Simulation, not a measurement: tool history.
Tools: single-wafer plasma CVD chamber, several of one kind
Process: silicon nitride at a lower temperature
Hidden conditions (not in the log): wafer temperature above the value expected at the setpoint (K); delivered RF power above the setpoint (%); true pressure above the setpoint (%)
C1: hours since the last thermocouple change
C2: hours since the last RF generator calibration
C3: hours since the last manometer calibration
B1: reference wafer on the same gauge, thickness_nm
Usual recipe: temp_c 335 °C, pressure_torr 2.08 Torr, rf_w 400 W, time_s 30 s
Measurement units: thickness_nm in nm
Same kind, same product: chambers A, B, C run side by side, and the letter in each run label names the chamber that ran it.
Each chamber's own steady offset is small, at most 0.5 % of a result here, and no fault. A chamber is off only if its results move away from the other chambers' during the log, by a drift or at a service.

run 1A hour=7.7 | temp_c=335 pressure_torr=2.08 rf_w=400 time_s=30 | C1=885.6 C2=428.1 C3=812.2 | B1=37.809 | thickness_nm=45.96
run 2C hour=16.6 | temp_c=335 pressure_torr=2.08 rf_w=400 time_s=30 | C1=324.7 C2=109.7 C3=167.1 | B1=37.799 | thickness_nm=45.932
run 3B hour=27.7 | temp_c=335 pressure_torr=2.08 rf_w=400 time_s=30 | C1=637.8 C2=1154.6 C3=1248.7 | B1=37.805 | thickness_nm=45.8
run 4A hour=35.7 | temp_c=335 pressure_torr=2.08 rf_w=400 time_s=30 | C1=913.6 C2=456.1 C3=840.2 | B1=37.82 | thickness_nm=45.976
run 5C hour=45.5 | temp_c=335 pressure_torr=2.08 rf_w=400 time_s=35 | C1=353.6 C2=138.6 C3=196 | B1=37.811 | thickness_nm=53.436
run 6B hour=58.4 | temp_c=335 pressure_torr=2.08 rf_w=400 time_s=35 | C1=668.5 C2=1185.3 C3=1279.4 | B1=37.82 | thickness_nm=53.295
run 7C hour=67.6 | temp_c=335 pressure_torr=2.08 rf_w=400 time_s=35 | C1=375.7 C2=160.7 C3=218.1 | B1=37.82 | thickness_nm=53.498
run 8A hour=80.4 | temp_c=335 pressure_torr=2.08 rf_w=400 time_s=30 | C1=958.3 C2=500.8 C3=884.9 | B1=37.832 | thickness_nm=45.888
run 9B hour=92.8 | temp_c=335 pressure_torr=2.08 rf_w=400 time_s=30 | C1=702.9 C2=1219.7 C3=1313.8 | B1=37.838 | thickness_nm=45.852
run 10B hour=105.1 | temp_c=335 pressure_torr=2.08 rf_w=400 time_s=30 | C1=715.2 C2=1232 C3=1326.1 | B1=37.853 | thickness_nm=45.743
run 11A hour=120.2 | temp_c=335 pressure_torr=2.08 rf_w=345 time_s=30 | C1=998.1 C2=540.6 C3=924.7 | B1=37.854 | thickness_nm=41.784
run 12C hour=135 | temp_c=335 pressure_torr=2.08 rf_w=345 time_s=30 | C1=443.1 C2=228.1 C3=285.5 | B1=37.85 | thickness_nm=41.74
run 13A hour=146.9 | temp_c=335 pressure_torr=2.08 rf_w=345 time_s=30 | C1=1024.8 C2=567.3 C3=951.4 | B1=37.851 | thickness_nm=41.863
run 14B hour=159.2 | temp_c=335 pressure_torr=2.08 rf_w=400 time_s=30 | C1=769.3 C2=1286.1 C3=1380.2 | B1=37.851 | thickness_nm=45.845
run 15C hour=173.8 | temp_c=335 pressure_torr=2.08 rf_w=400 time_s=30 | C1=481.9 C2=266.9 C3=324.3 | B1=37.86 | thickness_nm=45.918
run 16B hour=188.6 | temp_c=335 pressure_torr=2.08 rf_w=400 time_s=30 | C1=798.7 C2=1315.5 C3=1409.6 | B1=37.869 | thickness_nm=45.838
run 17A hour=199.4 | temp_c=335 pressure_torr=2.08 rf_w=400 time_s=30 | C1=1077.3 C2=619.8 C3=1003.9 | B1=37.87 | thickness_nm=46.029
run 18C hour=207.5 | temp_c=335 pressure_torr=2.08 rf_w=400 time_s=30 | C1=515.6 C2=300.6 C3=358 | B1=37.876 | thickness_nm=45.975
run 19B hour=220.7 | temp_c=335 pressure_torr=2.08 rf_w=400 time_s=30 | C1=830.8 C2=1347.6 C3=1441.7 | B1=37.889 | thickness_nm=45.814
run 20C hour=231.8 | temp_c=335 pressure_torr=2.08 rf_w=400 time_s=30 | C1=539.9 C2=324.9 C3=382.3 | B1=37.902 | thickness_nm=46.01
run 21A hour=241.2 | temp_c=335 pressure_torr=2.08 rf_w=400 time_s=30 | C1=1119.1 C2=661.6 C3=1045.7 | B1=37.893 | thickness_nm=45.986
run 22C hour=257.2 | temp_c=335 pressure_torr=2.08 rf_w=400 time_s=30 | C1=565.3 C2=350.3 C3=407.7 | B1=37.895 | thickness_nm=45.891
run 23B hour=270.6 | temp_c=325 pressure_torr=2.08 rf_w=400 time_s=32.2 | C1=880.7 C2=1397.5 C3=1491.6 | B1=37.896 | thickness_nm=49.321
run 24A hour=280.3 | temp_c=325 pressure_torr=2.08 rf_w=400 time_s=32.2 | C1=1158.2 C2=700.7 C3=1084.8 | B1=37.915 | thickness_nm=49.532
run 25C hour=295 | temp_c=325 pressure_torr=2.08 rf_w=400 time_s=32.2 | C1=603.1 C2=388.1 C3=445.5 | B1=37.902 | thickness_nm=49.537
run 26A hour=309.6 | temp_c=335 pressure_torr=2.08 rf_w=400 time_s=30 | C1=1187.5 C2=730 C3=1114.1 | B1=37.895 | thickness_nm=46.079
run 27B hour=321.8 | temp_c=335 pressure_torr=2.08 rf_w=400 time_s=30 | C1=931.9 C2=1448.7 C3=1542.8 | B1=37.917 | thickness_nm=45.758
run 28C hour=329.3 | temp_c=335 pressure_torr=2.08 rf_w=400 time_s=30 | C1=637.4 C2=422.4 C3=479.8 | B1=37.936 | thickness_nm=45.949
run 29B hour=340.4 | temp_c=335 pressure_torr=2.08 rf_w=400 time_s=30 | C1=950.5 C2=1467.3 C3=1561.4 | B1=37.923 | thickness_nm=45.888
run 30A hour=348.6 | temp_c=335 pressure_torr=2.08 rf_w=400 time_s=30 | C1=1226.5 C2=769 C3=1153.1 | B1=37.927 | thickness_nm=46.134
run 31A hour=360.2 | temp_c=335 pressure_torr=2.08 rf_w=400 time_s=30 | C1=1238.1 C2=780.6 C3=1164.7 | B1=37.927 | thickness_nm=46.031
run 32B hour=368.5 | temp_c=335 pressure_torr=2.08 rf_w=400 time_s=30 | C1=978.6 C2=1495.4 C3=1589.5 | B1=37.928 | thickness_nm=45.876
run 33C hour=379.4 | temp_c=335 pressure_torr=2.08 rf_w=400 time_s=30 | C1=687.5 C2=472.5 C3=529.9 | B1=37.93 | thickness_nm=45.997
run 34B hour=392.8 | temp_c=335 pressure_torr=2.08 rf_w=400 time_s=30 | C1=1002.9 C2=1519.7 C3=1613.8 | B1=37.949 | thickness_nm=45.889
run 35A hour=404.8 | temp_c=335 pressure_torr=2.08 rf_w=400 time_s=30 | C1=1282.7 C2=825.2 C3=1209.3 | B1=37.956 | thickness_nm=46.077
run 36C hour=420.1 | temp_c=335 pressure_torr=2.08 rf_w=400 time_s=30 | C1=728.2 C2=513.2 C3=570.6 | B1=37.942 | thickness_nm=45.979
run 37C hour=428.8 | temp_c=335 pressure_torr=1.64 rf_w=400 time_s=30 | C1=736.9 C2=521.9 C3=579.3 | B1=37.945 | thickness_nm=43.275
run 38A hour=436.7 | temp_c=335 pressure_torr=1.64 rf_w=400 time_s=30 | C1=1314.6 C2=857.1 C3=1241.2 | B1=37.96 | thickness_nm=43.384
run 39B hour=451.4 | temp_c=335 pressure_torr=1.64 rf_w=400 time_s=30 | C1=1061.5 C2=1578.3 C3=1672.4 | B1=37.965 | thickness_nm=43.124
run 40C hour=466.3 | temp_c=335 pressure_torr=2.08 rf_w=400 time_s=30 | C1=774.4 C2=559.4 C3=616.8 | B1=37.967 | thickness_nm=46.113
run 41B hour=480.7 | temp_c=335 pressure_torr=2.08 rf_w=400 time_s=30 | C1=1090.8 C2=1607.6 C3=1701.7 | B1=37.98 | thickness_nm=45.929
run 42A hour=495.9 | temp_c=335 pressure_torr=2.08 rf_w=400 time_s=30 | C1=1373.8 C2=916.3 C3=1300.4 | B1=37.983 | thickness_nm=46.075

Next, every chamber runs the same settings. What will each give?
run 43A hour=507.6 | temp_c=335 pressure_torr=2.08 rf_w=400 time_s=30 | thickness_nm=?
run 43B hour=507.6 | temp_c=335 pressure_torr=2.08 rf_w=400 time_s=30 | thickness_nm=?
run 43C hour=507.6 | temp_c=335 pressure_torr=2.08 rf_w=400 time_s=30 | thickness_nm=?

run=43A thickness_nm=46.126
run=43B thickness_nm=45.879
run=43C thickness_nm=46.069

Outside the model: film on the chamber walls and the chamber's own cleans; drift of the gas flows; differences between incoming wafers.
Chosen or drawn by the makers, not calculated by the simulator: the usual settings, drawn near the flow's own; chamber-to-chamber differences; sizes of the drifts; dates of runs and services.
